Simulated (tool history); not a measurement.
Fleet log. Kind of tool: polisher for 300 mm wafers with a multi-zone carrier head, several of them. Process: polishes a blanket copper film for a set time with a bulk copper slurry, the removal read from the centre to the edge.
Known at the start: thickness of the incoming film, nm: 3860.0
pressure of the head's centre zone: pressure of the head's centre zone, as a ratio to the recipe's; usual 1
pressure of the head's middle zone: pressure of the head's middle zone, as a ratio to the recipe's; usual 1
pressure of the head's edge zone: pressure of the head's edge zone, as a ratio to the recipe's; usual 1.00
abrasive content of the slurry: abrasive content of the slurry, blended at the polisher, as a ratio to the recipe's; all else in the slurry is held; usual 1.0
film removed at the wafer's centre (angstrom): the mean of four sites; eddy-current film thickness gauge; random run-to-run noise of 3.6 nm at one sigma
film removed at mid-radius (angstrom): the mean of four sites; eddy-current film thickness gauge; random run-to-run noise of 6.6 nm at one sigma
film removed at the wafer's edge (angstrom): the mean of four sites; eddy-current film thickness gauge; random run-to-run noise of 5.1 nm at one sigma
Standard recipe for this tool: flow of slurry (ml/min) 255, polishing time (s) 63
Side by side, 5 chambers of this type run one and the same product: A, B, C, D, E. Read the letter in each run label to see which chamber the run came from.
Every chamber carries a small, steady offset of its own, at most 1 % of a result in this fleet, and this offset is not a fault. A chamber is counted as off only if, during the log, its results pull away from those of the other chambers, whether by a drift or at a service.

run     day  flow of slurry (ml/min)  pressure of the head's centre zone  pressure of the head's middle zone  pressure of the head's edge zone  abrasive content of the slurry  polishing time (s)  film removed at the wafer's centre (angstrom)  film removed at mid-radius (angstrom)  film removed at the wafer's edge (angstrom)
 1D   0.512                      255                                   1                                   1                              1.00                             1.0                  63                                         4462.7                                 4422.9                                       4487.0
      0.812  -- chamber C: worn pad replaced by a new one
 2C   0.962                      255                                   1                                   1                              1.00                             1.0                  63                                         4360.6                                 4536.2                                       4478.6
 3A   1.225                      255                                   1                                   1                              1.00                             1.0                  63                                         4512.7                                 4439.5                                       4494.6
 4B   1.592                      255                                   1                                   1                              1.00                             1.0                  63                                         4558.6                                 4367.9                                       4461.6
      1.704  -- chamber B: worn pad replaced by a new one
      1.858  -- chamber E: worn pad replaced by a new one
 5E   1.900                      255                                   1                                   1                              1.00                             1.0                  63                                         4445.9                                 4554.8                                       4366.5
 6C   2.150                      255                                   1                                   1                              1.00                             1.0                  63                                         4444.2                                 4545.6                                       4503.9
      2.288  -- chamber D: worn pad replaced by a new one
 7D   2.662                      255                                   1                                   1                              1.00                             1.0                  63                                         4457.2                                 4462.5                                       4424.4
 8E   3.012                      255                                   1                                   1                              1.00                             1.0                  63                                         4451.3                                 4455.5                                       4441.9
 9A   3.317                      255                                   1                                   1                              1.00                             1.0                  63                                         4438.4                                 4534.9                                       4477.1
10B   3.771                      255                                   1                                   1                              1.00                             1.0                  63                                         4512.3                                 4467.8                                       4421.4
      3.917  -- chamber C: worn pad replaced by a new one
11C   4.067                      255                                   1                                   1                              1.00                             1.0                  63                                         4371.8                                 4592.2                                       4445.3
      4.279  -- chamber B: worn pad replaced by a new one
12B   4.358                      255                                   1                                   1                              1.00                             1.0                  63                                         4484.2                                 4532.2                                       4477.2
      4.592  -- chamber A: edge zone pressure recalibrated
      4.788  -- chamber A: worn pad replaced by a new one
13D   4.838                      255                                   1                                   1                              1.00                             1.0                  63                                         4424.8                                 4458.7                                       4505.8
      4.921  -- chamber E: centre zone pressure recalibrated
14A   5.158                      255                                   1                                   1                              1.00                             1.0                  63                                         4477.5                                 4339.8                                       4426.5
      5.238  -- chamber D: edge zone pressure recalibrated
15E   5.479                      255                                   1                                   1                              1.00                             1.0                  63                                         4434.8                                 4614.7                                       4515.6
16B   5.979                      255                                   1                                   1                              1.00                             1.0                  63                                         4452.1                                 4511.7                                       4432.8
17C   6.312                      255                                   1                                   1                              1.00                             1.0                  63                                         4410.4                                 4495.0                                       4372.3
      6.450  -- chamber C: worn pad replaced by a new one
      6.550  -- chamber D: worn pad replaced by a new one
18A   6.621                      255                                   1                                   1                              1.00                             1.0                  63                                         4494.2                                 4428.3                                       4421.0
      6.712  -- chamber E: worn pad replaced by a new one
      6.721  -- chamber B: centre zone pressure recalibrated
      6.992  -- chamber C: slurry nozzle cleaned
19E   7.092                      255                                   1                                   1                              1.00                             1.0                  63                                         4341.7                                 4367.5                                       4483.4
20D   7.442                      255                                   1                                   1                              1.00                             1.0                  63                                         4467.2                                 4466.7                                       4445.3
      7.454  -- chamber B: worn pad replaced by a new one
21E   7.867                      255                                   1                                   1                              1.00                             1.0                  63                                         4424.3                                 4484.9                                       4529.6
22D   8.392                      255                                   1                                   1                              1.00                             1.0                  63                                         4442.2                                 4528.6                                       4413.0
23C   8.729                      255                                   1                                   1                              1.00                             1.0                  63                                         4400.6                                 4410.5                                       4462.4
      9.046  -- chamber C: worn pad replaced by a new one
24B   9.067                      255                                   1                                   1                              1.00                             1.0                  63                                         4467.9                                 4569.8                                       4429.4
      9.442  -- chamber A: worn pad replaced by a new one
25A   9.571                      255                                   1                                   1                              1.00                             1.0                  63                                         4470.5                                 4486.5                                       4447.5
26B  10.000                      255                                   1                                   1                              1.00                             1.0                  63                                         4487.6                                 4468.5                                       4355.4
     10.296  -- chamber D: worn pad replaced by a new one
27C  10.325                      255                                   1                                   1                              1.00                             1.0                  63                                         4425.9                                 4488.7                                       4388.5
     10.412  -- chamber B: worn pad replaced by a new one
     10.450  -- chamber C: edge zone pressure recalibrated
28E  10.612                      255                                   1                                   1                              1.00                             1.0                  63                                         4423.4                                 4569.9                                       4479.8
     10.946  -- chamber B: edge zone pressure recalibrated
29D  11.100                      255                                   1                                   1                              1.00                             1.0                  63                                         4487.3                                 4481.0                                       4457.1
30A  11.342                      255                                   1                                   1                              1.11                             1.0                  76                                         5307.7                                 5337.3                                       5689.9
     11.571  -- chamber D: slurry nozzle cleaned
31B  11.817                      255                                   1                                   1                              1.11                             1.0                  76                                         5347.7                                 5280.0                                       5638.0
     11.929  -- chamber E: worn pad replaced by a new one
     12.092  -- chamber C: worn pad replaced by a new one
32C  12.271                      255                                   1                                   1                              1.11                             1.0                  76                                         5368.1                                 5425.1                                       5759.0
33E  12.554                      255                                   1                                   1                              1.11                             1.0                  76                                         5389.0                                 5365.0                                       5799.8
34D  13.000                      255                                   1                                   1                              1.11                             1.0                  76                                         5390.0                                 5443.7                                       5556.0
     13.183  -- chamber B: worn pad replaced by a new one
35A  13.312                      255                                   1                                   1                              1.00                             1.0                  63                                         4431.6                                 4423.7                                       4520.9
36A  13.812                      255                                   1                                   1                              1.00                             1.0                  63                                         4474.7                                 4482.6                                       4434.4
37B  14.354                      255                                   1                                   1                              1.00                             1.0                  63                                         4499.2                                 4437.0                                       4476.5

Has any chamber moved away from the others, gradually or after a service, or does the common gauge drift, or do the chambers differ only by their own small steady offsets? State the chamber and the most likely cause if one applies.

No chamber is off and the gauge is stable; the differences are just each chamber's small, constant offset.

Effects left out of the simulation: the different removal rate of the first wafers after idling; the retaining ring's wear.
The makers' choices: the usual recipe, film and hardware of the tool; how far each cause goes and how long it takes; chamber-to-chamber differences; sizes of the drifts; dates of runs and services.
